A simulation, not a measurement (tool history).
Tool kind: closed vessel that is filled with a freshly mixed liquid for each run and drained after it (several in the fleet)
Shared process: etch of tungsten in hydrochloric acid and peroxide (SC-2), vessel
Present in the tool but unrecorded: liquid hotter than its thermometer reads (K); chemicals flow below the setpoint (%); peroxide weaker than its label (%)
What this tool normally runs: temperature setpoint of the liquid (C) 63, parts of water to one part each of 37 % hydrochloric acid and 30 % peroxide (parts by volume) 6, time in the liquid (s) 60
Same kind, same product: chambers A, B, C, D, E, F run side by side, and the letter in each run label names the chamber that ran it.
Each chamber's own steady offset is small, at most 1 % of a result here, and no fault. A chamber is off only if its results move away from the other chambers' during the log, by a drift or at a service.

| run | hour | temperature setpoint of the liquid (C) | parts of water to one part each of 37 % hydrochloric acid and 30 % peroxide (parts by volume) | time in the liquid (s) | hours since the thermometer was replaced | hours since the chemicals flow meter was replaced | hours since the drum of peroxide was connected | read-back film thickness of the tungsten reference wafer, read on the same gauge (nm) | thickness taken off the tungsten on a monitor wafer (angstrom) |
|---|---|---|---|---|---|---|---|---|---|
| 1A | 11.1 | 63 | 6 | 60 | 227 | 194.4 | 349.7 | 79.994 | 409.69 |
| 2E | 20.7 | 63 | 6 | 60 | 624 | 419.3 | 35.9 | 79.986 | 411.22 |
| 3B | 32.6 | 63 | 6 | 60 | 474.6 | 263.6 | 440.7 | 80.002 | 406.48 |
| 4F | 44.9 | 63 | 6 | 60 | 73 | 2144.7 | 501.1 | 79.989 | 409.68 |
| 5D | 55.5 | 63 | 6 | 60 | 849 | 1413.8 | 433.4 | 80.005 | 412.25 |
| 6C | 65.7 | 63 | 6 | 60 | 733.6 | 1107.6 | 269.3 | 79.995 | 405.43 |
| 7E | 74.1 | 63 | 6 | 60 | 677.4 | 472.7 | 89.3 | 80.003 | 407.32 |
|  | 74.9 | chamber F: chemicals flow meter replaced |
| 8B | 84.2 | 63 | 6 | 60 | 526.2 | 315.2 | 492.3 | 80.017 | 409.66 |
| 9C | 94.1 | 63 | 6 | 60 | 762 | 1136 | 297.7 | 79.999 | 409 |
| 10D | 106.9 | 63 | 6 | 60 | 900.4 | 1465.2 | 484.8 | 80.004 | 410.75 |
| 11A | 114.7 | 63 | 6 | 60 | 330.6 | 298 | 453.3 | 80 | 408.81 |
| 12F | 127 | 66 | 6 | 80 | 155.1 | 52.2 | 583.2 | 79.993 | 656.83 |
| 13C | 133.6 | 66 | 6 | 80 | 801.5 | 1175.5 | 337.2 | 79.993 | 650.98 |
| 14E | 140.1 | 66 | 6 | 80 | 743.4 | 538.7 | 155.3 | 80 | 652.01 |
|  | 141.7 | chamber C: chemicals flow meter replaced |
| 15B | 152.3 | 66 | 6 | 80 | 594.3 | 383.3 | 560.4 | 80.017 | 654.77 |
| 16A | 162.2 | 66 | 6 | 80 | 378.1 | 345.5 | 500.8 | 79.99 | 655.86 |
| 17D | 171 | 66 | 6 | 80 | 964.5 | 1529.3 | 548.9 | 79.998 | 661.12 |
| 18F | 179.3 | 63 | 6 | 60 | 207.4 | 104.5 | 635.5 | 79.988 | 410.43 |
| 19F | 190.5 | 63 | 6 | 60 | 218.6 | 115.7 | 646.7 | 80.018 | 405.98 |
| 20D | 201.9 | 63 | 6 | 60 | 995.4 | 1560.2 | 579.8 | 80.004 | 410.31 |
| 21E | 214.6 | 63 | 6 | 60 | 817.9 | 613.2 | 229.8 | 80.024 | 409.53 |
| 22C | 220.3 | 63 | 6 | 60 | 888.2 | 78.7 | 423.9 | 80.008 | 408.84 |
| 23B | 228.8 | 63 | 6 | 60 | 670.8 | 459.8 | 636.9 | 79.984 | 409.03 |
|  | 238.9 | chamber A: new drum of peroxide connected |
| 24A | 239.8 | 63 | 6 | 60 | 455.7 | 423.1 | 0.9 | 79.982 | 405.96 |
| 25B | 246.2 | 63 | 6 | 60 | 688.2 | 477.2 | 654.3 | 79.997 | 405.11 |
| 26C | 252 | 63 | 6 | 60 | 919.9 | 110.4 | 455.6 | 80.018 | 406.03 |
| 27F | 264.8 | 63 | 6 | 60 | 292.9 | 190 | 721 | 79.995 | 406.12 |
| 28D | 275.2 | 63 | 6 | 70 | 1068.7 | 1633.5 | 653.1 | 79.99 | 481.24 |
|  | 275.9 | chamber B: chemicals flow meter replaced |
| 29E | 286 | 63 | 6 | 70 | 889.3 | 684.6 | 301.2 | 80.015 | 478.5 |
| 30A | 296.4 | 63 | 6 | 70 | 512.3 | 479.7 | 57.5 | 79.994 | 476.82 |
|  | 304.1 | chamber E: new drum of peroxide connected |
| 31D | 306.5 | 63 | 6 | 70 | 1100 | 1664.8 | 684.4 | 80.004 | 481.3 |
| 32F | 312.5 | 63 | 6 | 70 | 340.6 | 237.7 | 768.7 | 80.011 | 479.29 |
|  | 318.8 | chamber C: thermometer replaced |
| 33E | 321 | 63 | 6 | 70 | 924.3 | 719.6 | 16.9 | 80.003 | 474.82 |
| 34B | 330.4 | 63 | 6 | 60 | 772.4 | 54.6 | 738.5 | 79.99 | 407.35 |
| 35A | 339.6 | 63 | 6 | 60 | 555.5 | 522.9 | 100.7 | 79.988 | 404.45 |
| 36C | 346.6 | 66 | 4.5 | 60 | 27.9 | 205 | 550.2 | 80.012 | 599.82 |
| 37C | 358.6 | 66 | 4.5 | 60 | 39.9 | 217 | 562.2 | 80.008 | 600.03 |
| 38A | 364.4 | 66 | 4.5 | 60 | 580.3 | 547.7 | 125.5 | 80.004 | 600.57 |
| 39E | 375.3 | 66 | 4.5 | 60 | 978.6 | 773.9 | 71.2 | 80.016 | 605.44 |
| 40B | 383.9 | 66 | 4.5 | 60 | 825.9 | 108.1 | 792 | 79.99 | 600.41 |
| 41D | 395.3 | 66 | 4.5 | 60 | 1188.8 | 1753.6 | 773.2 | 79.994 | 610.55 |
| 42F | 403.1 | 63 | 6 | 60 | 431.2 | 328.3 | 859.3 | 80.014 | 409.73 |
| 43A | 415.3 | 63 | 6 | 60 | 631.2 | 598.6 | 176.4 | 80.004 | 408.53 |

Predict what each chamber gives when all 6 of them run the settings below next.
| 44A | 424.5 | 63 | 6 | 85 |  |  |  |  | ? |
| 44B | 424.5 | 63 | 6 | 85 |  |  |  |  | ? |
| 44C | 424.5 | 63 | 6 | 85 |  |  |  |  | ? |
| 44D | 424.5 | 63 | 6 | 85 |  |  |  |  | ? |
| 44E | 424.5 | 63 | 6 | 85 |  |  |  |  | ? |
| 44F | 424.5 | 63 | 6 | 85 |  |  |  |  | ? |

| run | thickness taken off the tungsten on a monitor wafer (angstrom) |
|---|---|
| 44A | 583.66 |
| 44B | 571.5 |
| 44C | 571.75 |
| 44D | 580.89 |
| 44E | 579.35 |
| 44F | 577.64 |

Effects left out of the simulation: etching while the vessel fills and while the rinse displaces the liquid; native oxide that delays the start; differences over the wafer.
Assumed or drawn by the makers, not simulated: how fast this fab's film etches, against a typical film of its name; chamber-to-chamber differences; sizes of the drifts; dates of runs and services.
